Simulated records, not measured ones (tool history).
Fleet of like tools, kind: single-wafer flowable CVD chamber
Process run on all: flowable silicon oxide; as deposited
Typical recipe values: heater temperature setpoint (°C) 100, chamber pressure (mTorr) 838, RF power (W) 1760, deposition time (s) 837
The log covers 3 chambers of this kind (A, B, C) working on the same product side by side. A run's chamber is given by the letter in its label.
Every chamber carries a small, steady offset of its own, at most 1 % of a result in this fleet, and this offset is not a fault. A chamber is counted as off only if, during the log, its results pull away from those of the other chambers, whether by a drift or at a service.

run,day,heater temperature setpoint (°C),chamber pressure (mTorr),RF power (W),deposition time (s),hours since the last thermocouple change,hours since the last RF generator calibration,hours since the last manometer calibration,"read-back reference wafer on the same gauge, thickness_nm",mean film thickness on the monitor wafer (angstrom)
1B,0.362,100,838,1760,837,294.1,934.0,855.4,560.14,5291.4
2C,0.762,100,838,1760,837,1282.6,396.3,1918.1,559.70,5287.7
# day 0.850: chamber B: RF generator calibrated
3A,1.142,100,838,1760,837,643.7,975.3,421.5,560.42,5275.5
4C,1.371,100,838,1760,837,1297.2,410.9,1932.7,560.01,5270.7
5B,1.775,100,671,1570,837,328.0,22.3,889.3,559.74,3812.5
6A,2.046,100,671,1570,837,665.4,997.0,443.2,559.82,3821.2
7C,2.250,100,671,1570,837,1318.3,432.0,1953.8,559.82,3822.3
8B,2.433,100,838,1760,837,343.8,38.1,905.1,560.06,5251.2
9A,2.633,100,838,1760,837,679.5,1011.1,457.3,559.53,5280.6
10A,3.038,100,838,1760,837,689.2,1020.8,467.0,560.12,5294.6
11C,3.388,100,838,1760,728,1345.6,459.3,1981.1,559.96,4586.7
12B,3.712,100,838,1760,728,374.5,68.8,935.8,559.76,4616.4
13A,3.954,100,838,1760,728,711.2,1042.8,489.0,560.10,4574.6
14B,4.246,108,634,1760,837,387.3,81.6,948.6,560.35,2796.6
15C,4.496,108,634,1760,837,1372.2,485.9,2007.7,559.95,2803.8
16A,4.692,108,634,1760,837,728.9,1060.5,506.7,560.32,2800.6
17C,4.912,100,838,1760,837,1382.2,495.9,2017.7,560.17,5295.1
18B,5.192,100,838,1420,944,410.0,104.3,971.3,560.25,5582.0
19A,5.475,100,838,1420,944,747.7,1079.3,525.5,559.92,5582.6
20B,5.725,100,838,1420,944,422.8,117.1,984.1,560.10,5643.0
21C,6.067,100,838,1760,837,1409.9,523.6,2045.4,560.24,5329.7
22A,6.288,100,838,1760,837,767.2,1098.8,545.0,560.66,5225.6
23C,6.517,100,838,1760,837,1420.7,534.4,2056.2,559.62,5282.5
24B,6.858,100,838,1760,837,450.0,144.3,1011.3,559.19,5401.6
25C,7.233,100,838,1760,837,1437.9,551.6,2073.4,560.65,5287.1
26A,7.429,100,838,1760,932,794.6,1126.2,572.4,560.53,5860.2
27B,7.629,100,838,1760,932,468.5,162.8,1029.8,559.60,5972.2
28B,7.812,100,838,1760,932,472.9,167.2,1034.2,559.99,6000.2
29A,8.067,100,838,1760,837,809.9,1141.5,587.7,560.17,5248.2
30C,8.321,100,838,1760,837,1464.0,577.7,2099.5,559.74,5322.2
31C,8.712,100,838,1760,837,1473.4,587.1,2108.9,559.45,5333.3
32B,8.967,100,838,1760,837,500.6,194.9,1061.9,559.80,5402.0
33A,9.150,100,838,1760,837,835.9,1167.5,613.7,559.92,5259.5
34C,9.492,100,838,1760,837,1492.1,605.8,2127.6,559.55,5283.7
35A,9.804,100,838,1760,837,851.6,1183.2,629.4,559.89,5246.8
36B,9.988,100,838,1760,837,525.1,219.4,1086.4,559.23,5478.0
37B,10.342,100,838,1760,837,533.6,227.9,1094.9,560.84,5460.3

Next, all 3 chambers run the settings below, one line each with question marks for the results. What does each chamber give?
38A,10.629,100,658,1760,837,,,,,?
38B,10.629,100,658,1760,837,,,,,?
38C,10.629,100,658,1760,837,,,,,?

run,mean film thickness on the monitor wafer (angstrom)
38A,3848.7
38B,3998.8
38C,3822.4
